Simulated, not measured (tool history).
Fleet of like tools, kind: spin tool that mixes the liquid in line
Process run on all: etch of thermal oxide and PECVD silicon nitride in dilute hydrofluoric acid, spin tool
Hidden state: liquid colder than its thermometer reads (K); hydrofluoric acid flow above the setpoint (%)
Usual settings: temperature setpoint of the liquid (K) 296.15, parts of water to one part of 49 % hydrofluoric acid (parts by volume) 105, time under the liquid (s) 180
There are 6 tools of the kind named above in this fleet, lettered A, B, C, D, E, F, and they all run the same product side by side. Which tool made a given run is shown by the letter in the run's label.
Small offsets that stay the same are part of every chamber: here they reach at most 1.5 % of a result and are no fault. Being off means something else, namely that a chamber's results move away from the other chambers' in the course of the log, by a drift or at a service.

run,hour,temperature setpoint of the liquid (K),parts of water to one part of 49 % hydrofluoric acid (parts by volume),time under the liquid (s),hours since the thermometer was replaced,hours since the hydrofluoric acid flow meter was replaced,"read-back film thickness of the thermal oxide reference wafer, read on the same gauge (nm)","read-back film thickness of the PECVD silicon nitride reference wafer, read on the same gauge (nm)",thickness taken off the thermal oxide on a monitor wafer (Å),thickness taken off the PECVD silicon nitride on a monitor wafer (Å)
1B,4.4,296.15,105,180,710.4,1564.6,89.977,59.987,77.358,37.825
2D,12.9,296.15,105,180,1019.0,287.8,89.992,60.005,77.527,37.819
3E,20.6,296.15,105,180,749.6,1508.2,89.983,59.986,78.525,38.008
4F,28.6,296.15,105,180,991.2,1655.6,90.000,59.991,78.155,37.622
5C,33.0,296.15,105,180,73.0,1043.0,90.004,59.980,78.118,38.357
6A,41.2,296.15,105,180,380.6,803.9,89.993,59.982,78.206,37.395
7B,49.8,296.15,105,180,755.8,1610.0,90.031,59.968,77.312,37.257
8E,55.7,296.15,105,180,784.7,1543.3,90.013,60.017,78.052,37.880
9A,60.6,296.15,105,180,400.0,823.3,90.019,60.008,76.742,37.479
10D,68.7,296.15,105,180,1074.8,343.6,90.012,60.012,77.113,37.886
11F,77.6,296.15,105,180,1040.2,1704.6,89.982,60.009,78.082,37.285
12C,84.4,296.15,105,180,124.4,1094.4,90.022,60.004,77.948,37.772
13D,92.7,296.15,105,180,1098.8,367.6,89.972,59.990,77.196,37.629
14C,100.2,296.15,105,180,140.2,1110.2,90.008,59.998,77.115,38.214
15B,105.2,296.15,105,180,811.2,1665.4,89.982,59.979,77.200,37.478
16E,113.8,300.65,145,180,842.8,1601.4,89.998,59.987,63.555,36.811
17F,119.7,300.65,145,180,1082.3,1746.7,90.018,60.016,64.520,35.996
18A,128.1,300.65,145,180,467.5,890.8,90.003,59.992,63.536,36.419
19D,133.1,300.65,145,180,1139.2,408.0,90.016,59.992,63.658,36.734
20A,140.7,300.65,145,180,480.1,903.4,89.970,59.988,62.968,36.442
21F,149.8,300.65,145,180,1112.4,1776.8,89.984,59.978,64.579,36.697
22C,155.5,298.15,105,180,195.5,1165.5,89.999,59.996,84.830,42.818
23B,160.4,298.15,105,180,866.4,1720.6,90.008,59.994,83.917,42.984
24E,165.3,298.15,105,180,894.3,1652.9,90.015,59.990,84.029,43.453
25F,174.4,298.15,105,180,1137.0,1801.4,89.971,60.007,85.186,42.691
26B,178.4,298.15,105,180,884.4,1738.6,90.021,60.002,84.208,42.428
27D,183.4,298.15,105,180,1189.5,458.3,89.985,59.994,84.771,42.837
28C,188.2,296.15,105,180,228.2,1198.2,89.992,60.015,76.968,37.770
29A,195.0,296.15,105,180,534.4,957.7,90.009,60.003,76.809,37.227
30E,199.5,296.15,105,180,928.5,1687.1,90.031,60.005,78.126,38.099
31A,205.9,292.15,105,180,545.3,968.6,89.982,60.000,66.368,28.501
32E,214.5,292.15,105,180,943.5,1702.1,90.006,59.983,66.464,29.463
33C,220.2,292.15,105,180,260.2,1230.2,89.958,60.003,65.941,29.185
# hour 223.3: chamber F: hydrofluoric acid flow meter replaced
34B,228.4,292.15,105,180,934.4,1788.6,89.993,59.981,65.722,28.468
35D,236.8,292.15,105,180,1242.9,511.7,89.977,60.003,66.190,29.016
36F,241.4,292.15,105,180,1204.0,18.1,90.012,59.985,66.728,28.372
37E,248.8,296.15,105,180,977.8,1736.4,89.985,60.001,77.996,37.739
38B,252.9,296.15,105,180,958.9,1813.1,89.992,60.007,77.467,37.443
39C,261.0,296.15,105,180,301.0,1271.0,90.011,60.010,76.942,37.928
40D,269.8,296.15,105,180,1275.9,544.7,90.002,60.014,77.899,37.447
41A,276.1,296.15,105,180,615.5,1038.8,90.023,59.987,77.509,37.638
42F,281.2,298.65,105,220,1243.8,57.9,89.996,60.025,103.650,53.633
43A,286.6,298.65,105,220,626.0,1049.3,90.025,60.008,105.110,54.292

Is one chamber off against the others, does the gauge drift, or is nothing wrong? If a chamber is off, say which, and what the likeliest cause is.

Nothing is wrong: each chamber keeps only its own small, steady offset and the gauge holds still.
